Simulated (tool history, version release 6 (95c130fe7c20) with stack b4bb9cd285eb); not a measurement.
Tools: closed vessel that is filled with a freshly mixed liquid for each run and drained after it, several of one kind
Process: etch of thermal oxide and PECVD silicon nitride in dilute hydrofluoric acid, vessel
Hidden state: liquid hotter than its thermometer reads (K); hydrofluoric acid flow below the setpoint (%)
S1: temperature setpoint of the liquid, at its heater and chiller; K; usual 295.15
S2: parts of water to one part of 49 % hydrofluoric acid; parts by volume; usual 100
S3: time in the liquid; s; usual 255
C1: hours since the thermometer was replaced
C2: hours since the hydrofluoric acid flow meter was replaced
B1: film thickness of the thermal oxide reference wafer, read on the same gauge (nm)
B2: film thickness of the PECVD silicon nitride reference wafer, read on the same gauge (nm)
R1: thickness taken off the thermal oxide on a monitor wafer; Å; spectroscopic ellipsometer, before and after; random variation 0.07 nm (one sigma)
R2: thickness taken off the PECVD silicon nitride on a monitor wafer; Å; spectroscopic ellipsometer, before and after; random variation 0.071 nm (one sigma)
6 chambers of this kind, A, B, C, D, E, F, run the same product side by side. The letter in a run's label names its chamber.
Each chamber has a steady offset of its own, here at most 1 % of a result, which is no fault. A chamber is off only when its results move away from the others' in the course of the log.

run,hour,S1,S2,S3,C1,C2,B1,B2,R1,R2
1B,6,295.15,100,255,1482.4,529.6,40.003,150.01,109.9,75.009
2A,12.6,295.15,100,255,652.5,1925.8,39.972,149.98,109.89,75.817
3E,17.3,295.15,100,255,1131.3,277,40.005,149.98,111.32,76.471
4F,22.3,295.15,100,255,823.9,1240,40.023,150,111.08,75.095
5D,28.4,295.15,100,255,84.6,1262.2,39.953,150.01,110.9,76.745
6C,35.1,295.15,100,255,707.9,184,40.013,149.98,111.97,76.415
7D,39.6,295.15,100,255,95.8,1273.4,40.007,150.02,111.08,75.792
8F,44.9,295.15,100,255,846.5,1262.6,39.997,149.98,111.27,76.226
9E,48.4,295.15,100,255,1162.4,308.1,40.017,149.97,111.46,76.133
10C,52.5,295.15,100,255,725.3,201.4,40.025,149.99,110.83,75.983
11A,59,295.15,100,255,698.9,1972.2,39.973,150.02,111.7,75.724
12B,64.2,295.15,100,255,1540.6,587.8,40.044,149.99,110.38,74.613
13A,70.5,295.15,100,255,710.4,1983.7,40.025,150.02,111.79,74.858
14E,77.8,295.15,100,255,1191.8,337.5,40.017,150.03,111.3,76.252
15D,81.7,295.15,100,255,137.9,1315.5,39.976,149.96,110.5,76.268
16B,87.1,295.15,100,255,1563.5,610.7,40.021,149.98,109.43,74.939
17C,93.7,295.15,100,255,766.5,242.6,40.003,150.02,112.54,75.344
18F,97.6,295.15,100,255,899.2,1315.3,39.992,149.99,111.58,75.299
19E,102.4,295.15,100,255,1216.4,362.1,40.013,150.04,112.35,74.612
20B,106.4,295.15,100,255,1582.8,630,39.995,150.01,109.55,74.674
21F,112.1,295.15,100,255,913.7,1329.8,39.975,150.02,111.88,75.945
22A,116,295.15,100,255,755.9,2029.2,40.034,149.99,111.47,75.337
23D,122.2,295.15,100,255,178.4,1356,40.007,150.05,110.36,76.444
24C,125.4,295.15,100,255,798.2,274.3,39.996,150.01,111.59,75.169
25B,129.9,295.15,100,255,1606.3,653.5,40.003,150.02,109.47,74.91
26E,134,295.15,100,255,1248,393.7,39.985,149.99,110.12,76.234
# hour 136.5: chamber A: hydrofluoric acid flow meter replaced
# hour 136.9: chamber E: hydrofluoric acid flow meter replaced
27F,137.9,295.15,100,255,939.5,1355.6,40.023,150.05,111.23,75.726
28A,143.9,298.65,100,255,783.8,7.5,40.014,150.02,127.21,97.092
29C,151.2,298.65,100,255,824,300.1,40.003,149.98,128.21,96.903
30D,157.1,298.65,100,255,213.3,1390.9,39.985,150.02,126.22,94.712
31E,163.9,298.65,100,255,1277.9,27.1,40.018,149.97,128.41,96.466
32F,167.7,298.65,100,255,969.3,1385.4,39.971,150.05,127.72,95.424
33A,172.5,298.65,100,255,812.4,36.1,40.062,150,128.42,95.226
34C,177.7,295.15,100,255,850.5,326.6,39.995,149.95,112.63,76.588
35B,183.2,295.15,100,255,1659.6,706.8,39.969,149.97,110.63,74.553
36D,186.5,290.65,130,255,242.7,1420.3,39.987,150.05,68.871,42.838
37A,190.5,290.65,130,255,830.4,54.1,39.976,150.03,69.42,43.286
# hour 191.7: chamber F: hydrofluoric acid flow meter replaced
38C,195.2,290.65,130,255,868,344.1,40.033,150,69.426,43.449
39B,198.7,290.65,130,255,1675.1,722.3,40.006,149.97,68.783,43.278
40E,203.8,290.65,130,255,1317.8,67,39.991,149.98,68.809,42.887
41D,207.3,290.65,130,255,263.5,1441.1,39.981,149.99,67.854,43.507
42F,211,295.15,100,255,1012.6,19.4,40.012,149.93,111.41,76.817
43B,218.2,295.15,100,255,1694.6,741.8,40.005,149.97,110.98,75.491
44C,223.5,295.15,100,255,896.3,372.4,39.995,149.99,111.9,77.014

All 6 chambers run these settings next. Forecast each chamber's results:
45A,228.8,291.15,100,255,,,,,?,?
45B,228.8,291.15,100,255,,,,,?,?
45C,228.8,291.15,100,255,,,,,?,?
45D,228.8,291.15,100,255,,,,,?,?
45E,228.8,291.15,100,255,,,,,?,?
45F,228.8,291.15,100,255,,,,,?,?

run,R1,R2
45A,93.632,57.945
45B,93.81,57.79
45C,94.985,57.355
45D,93.923,57.807
45E,94.573,57.65
45F,94.886,58.01

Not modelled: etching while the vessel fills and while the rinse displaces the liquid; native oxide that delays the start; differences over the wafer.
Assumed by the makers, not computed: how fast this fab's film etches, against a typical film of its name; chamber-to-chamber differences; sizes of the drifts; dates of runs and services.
